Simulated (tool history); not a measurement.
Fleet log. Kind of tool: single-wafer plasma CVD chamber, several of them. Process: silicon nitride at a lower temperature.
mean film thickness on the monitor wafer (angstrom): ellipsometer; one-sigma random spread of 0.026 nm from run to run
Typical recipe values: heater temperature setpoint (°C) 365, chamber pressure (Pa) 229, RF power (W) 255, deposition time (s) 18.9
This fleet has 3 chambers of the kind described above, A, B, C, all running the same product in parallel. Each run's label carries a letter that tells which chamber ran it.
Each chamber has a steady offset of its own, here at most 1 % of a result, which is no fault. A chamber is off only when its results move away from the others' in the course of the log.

run	hour	heater temperature setpoint (°C)	chamber pressure (Pa)	RF power (W)	deposition time (s)	read-back reference wafer on the same gauge, thickness_nm	mean film thickness on the monitor wafer (angstrom)
1A	8.7	365	229	255	18.9	19.505	200.4
2C	15.6	365	229	255	18.9	19.504	201.32
3B	21	365	229	255	18.9	19.508	203.19
# hour 27.5: chamber C: RF generator calibrated
4C	28.6	365	229	255	18.9	19.515	201.23
5B	33.7	365	229	255	18.9	19.507	203.54
6A	41.9	365	229	255	18.9	19.515	200.86
7C	49.6	365	229	255	18.9	19.53	201.36
8A	57	365	229	255	18.9	19.536	200.81
9B	64.7	365	229	255	18.9	19.541	203.6
10A	71	365	229	255	18.9	19.524	200.87
11C	77.7	365	229	255	18.9	19.537	201.11
12B	83.5	365	229	255	18.9	19.534	204.18
13A	95.1	365	229	255	18.9	19.544	201.06
14B	100.8	365	229	255	18.9	19.551	203.93
15C	107.7	365	229	255	18.9	19.555	201.23
16A	114.5	365	229	255	18.9	19.56	200.98
17B	120	365	229	255	18.9	19.562	203.44
18C	126.5	365	229	255	18.9	19.558	201.68
19A	132.1	365	229	255	18.9	19.567	201.26
20B	139.8	365	229	255	18.9	19.574	204.31
21C	144.9	365	229	275	16.6	19.573	187.27
# hour 152.1: chamber B: capacitance manometer re-zeroed and calibrated
22A	154.9	365	229	275	16.6	19.576	186.6
23B	165.2	365	229	275	16.6	19.583	189.19
24C	176.5	365	229	280	20.9	19.581	238.46
25A	186.1	365	229	280	20.9	19.596	237.47
26C	191.7	365	229	280	20.9	19.598	239.04
27B	197.2	365	229	280	17.2	19.595	198.4
28A	207	365	229	280	17.2	19.601	195.83

Decide between three cases: one chamber stands off from its peers, the gauge reading all wafers drifts, or nothing is wrong past each chamber's small offset. Where a chamber is off, say which and what most likely put it there.

Gauge drift. The chambers move together only on paper, and none stands off.
What lies behind it: gauge reads high (%) = 0.543.
